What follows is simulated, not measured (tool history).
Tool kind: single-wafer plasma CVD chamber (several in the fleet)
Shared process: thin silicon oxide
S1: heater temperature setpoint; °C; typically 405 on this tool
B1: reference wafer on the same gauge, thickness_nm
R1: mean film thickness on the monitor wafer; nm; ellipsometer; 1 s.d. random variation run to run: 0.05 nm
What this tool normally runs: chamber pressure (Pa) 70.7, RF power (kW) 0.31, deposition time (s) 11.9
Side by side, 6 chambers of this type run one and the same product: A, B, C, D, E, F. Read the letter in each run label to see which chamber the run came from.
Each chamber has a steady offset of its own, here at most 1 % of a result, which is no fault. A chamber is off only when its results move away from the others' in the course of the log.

Run 1F, hour 3.1: usual settings; B1 15.1. Result: R1 14.387 nm.
Run 2B, hour 6: usual settings; B1 15.088. Result: R1 14.128 nm.
Run 3C, hour 8.6: usual settings; B1 15.112. Result: R1 14.341 nm.
Run 4A, hour 11: usual settings; B1 15.103. Result: R1 14.118 nm.
Run 5D, hour 13.4: usual settings; B1 15.087. Result: R1 14.318 nm.
Run 6E, hour 16.6: usual settings; B1 15.089. Result: R1 14.34 nm.
Run 7A, hour 21.1: usual settings but RF power (kW) 0.37; B1 15.108. Result: R1 15.178 nm.
Run 8F, hour 24.3: usual settings but RF power (kW) 0.37; B1 15.093. Result: R1 15.422 nm.
Run 9D, hour 26.9: usual settings but RF power (kW) 0.37; B1 15.091. Result: R1 15.374 nm.
Run 10C, hour 30.2: usual settings but RF power (kW) 0.37; B1 15.104. Result: R1 15.31 nm.
Run 11B, hour 33.9: usual settings but RF power (kW) 0.37; B1 15.091. Result: R1 15.211 nm.
Run 12E, hour 36.9: usual settings but RF power (kW) 0.37; B1 15.109. Result: R1 15.307 nm.
Run 13E, hour 40.4: usual settings; B1 15.104. Result: R1 14.321 nm.
Run 14F, hour 44.6: usual settings; B1 15.106. Result: R1 14.354 nm.
Run 15D, hour 48.5: usual settings but S1 412 °C, chamber pressure (Pa) 64; B1 15.101. Result: R1 12.835 nm.
Run 16A, hour 51.7: usual settings but S1 412 °C, chamber pressure (Pa) 64; B1 15.116. Result: R1 12.573 nm.
Run 17B, hour 54.8: usual settings but S1 412 °C, chamber pressure (Pa) 64; B1 15.124. Result: R1 12.641 nm.
Run 18C, hour 58.9: usual settings but S1 412 °C, chamber pressure (Pa) 64; B1 15.11. Result: R1 12.835 nm.
Run 19F, hour 61: usual settings but S1 412 °C, chamber pressure (Pa) 64; B1 15.097. Result: R1 12.849 nm.
Run 20A, hour 63.8: usual settings but S1 412 °C, chamber pressure (Pa) 64; B1 15.107. Result: R1 12.608 nm.
Run 21E, hour 67.1: usual settings but chamber pressure (Pa) 85.1, deposition time (s) 14.1; B1 15.095. Result: R1 20.876 nm.
Run 22D, hour 70.5: usual settings but chamber pressure (Pa) 85.1, deposition time (s) 14.1; B1 15.099. Result: R1 20.728 nm.
Run 23C, hour 74.2: usual settings but chamber pressure (Pa) 85.1, deposition time (s) 14.1; B1 15.11. Result: R1 20.754 nm.
Run 24B, hour 77.2: usual settings but chamber pressure (Pa) 85.1, deposition time (s) 14.1; B1 15.096. Result: R1 20.592 nm.
At hour 78.8: chamber C: capacitance manometer re-zeroed and calibrated.
At hour 79: chamber E: capacitance manometer re-zeroed and calibrated.
Run 25F, hour 81.6: usual settings but chamber pressure (Pa) 85.1, deposition time (s) 14.1; B1 15.111. Result: R1 20.828 nm.
Run 26A, hour 84.4: usual settings but chamber pressure (Pa) 85.1, deposition time (s) 14.1; B1 15.095. Result: R1 20.662 nm.
Run 27E, hour 88.6: usual settings; B1 15.099. Result: R1 14.247 nm.
Run 28C, hour 91.8: usual settings; B1 15.097. Result: R1 13.735 nm.
Run 29B, hour 94.4: usual settings; B1 15.101. Result: R1 14.263 nm.
Run 30D, hour 97: usual settings; B1 15.109. Result: R1 14.317 nm.
Run 31E, hour 99.2: usual settings; B1 15.109. Result: R1 14.215 nm.
Run 32C, hour 103.4: usual settings but S1 400 °C, RF power (kW) 0.34; B1 15.122. Result: R1 14.182 nm.
Run 33F, hour 106.4: usual settings but S1 400 °C, RF power (kW) 0.34; B1 15.106. Result: R1 15.029 nm.
Run 34B, hour 110.9: usual settings but S1 400 °C, RF power (kW) 0.34; B1 15.1. Result: R1 14.698 nm.
Run 35D, hour 112.9: usual settings but S1 400 °C, RF power (kW) 0.34; B1 15.098. Result: R1 14.961 nm.
Run 36A, hour 117.5: usual settings but S1 400 °C, RF power (kW) 0.34; B1 15.109. Result: R1 14.839 nm.
Run 37C, hour 120.5: usual settings but S1 400 °C, RF power (kW) 0.34; B1 15.096. Result: R1 14.286 nm.
Run 38A, hour 124.2: usual settings; B1 15.108. Result: R1 14.178 nm.
Run 39F, hour 128.3: usual settings; B1 15.098. Result: R1 14.392 nm.
Run 40D, hour 130.9: usual settings; B1 15.1. Result: R1 14.445 nm.
Run 41E, hour 134.5: usual settings but S1 391 °C, chamber pressure (Pa) 82.1; B1 15.094. Result: R1 17.024 nm.
Run 42B, hour 137.6: usual settings but S1 391 °C, chamber pressure (Pa) 82.1; B1 15.107. Result: R1 16.805 nm.
Run 43F, hour 142: usual settings but S1 391 °C, chamber pressure (Pa) 82.1; B1 15.1. Result: R1 17.072 nm.
Run 44B, hour 146: usual settings but S1 391 °C, chamber pressure (Pa) 82.1; B1 15.111. Result: R1 16.931 nm.

Next, every chamber runs the same settings. What will each give?
Run 45A, hour 149.3: usual settings but deposition time (s) 13.2. Result: R1 ?.
Run 45B, hour 149.3: usual settings but deposition time (s) 13.2. Result: R1 ?.
Run 45C, hour 149.3: usual settings but deposition time (s) 13.2. Result: R1 ?.
Run 45D, hour 149.3: usual settings but deposition time (s) 13.2. Result: R1 ?.
Run 45E, hour 149.3: usual settings but deposition time (s) 13.2. Result: R1 ?.
Run 45F, hour 149.3: usual settings but deposition time (s) 13.2. Result: R1 ?.

run      R1
45A  15.685
45B   15.68
45C  15.186
45D  15.917
45E  15.746
45F  16.049

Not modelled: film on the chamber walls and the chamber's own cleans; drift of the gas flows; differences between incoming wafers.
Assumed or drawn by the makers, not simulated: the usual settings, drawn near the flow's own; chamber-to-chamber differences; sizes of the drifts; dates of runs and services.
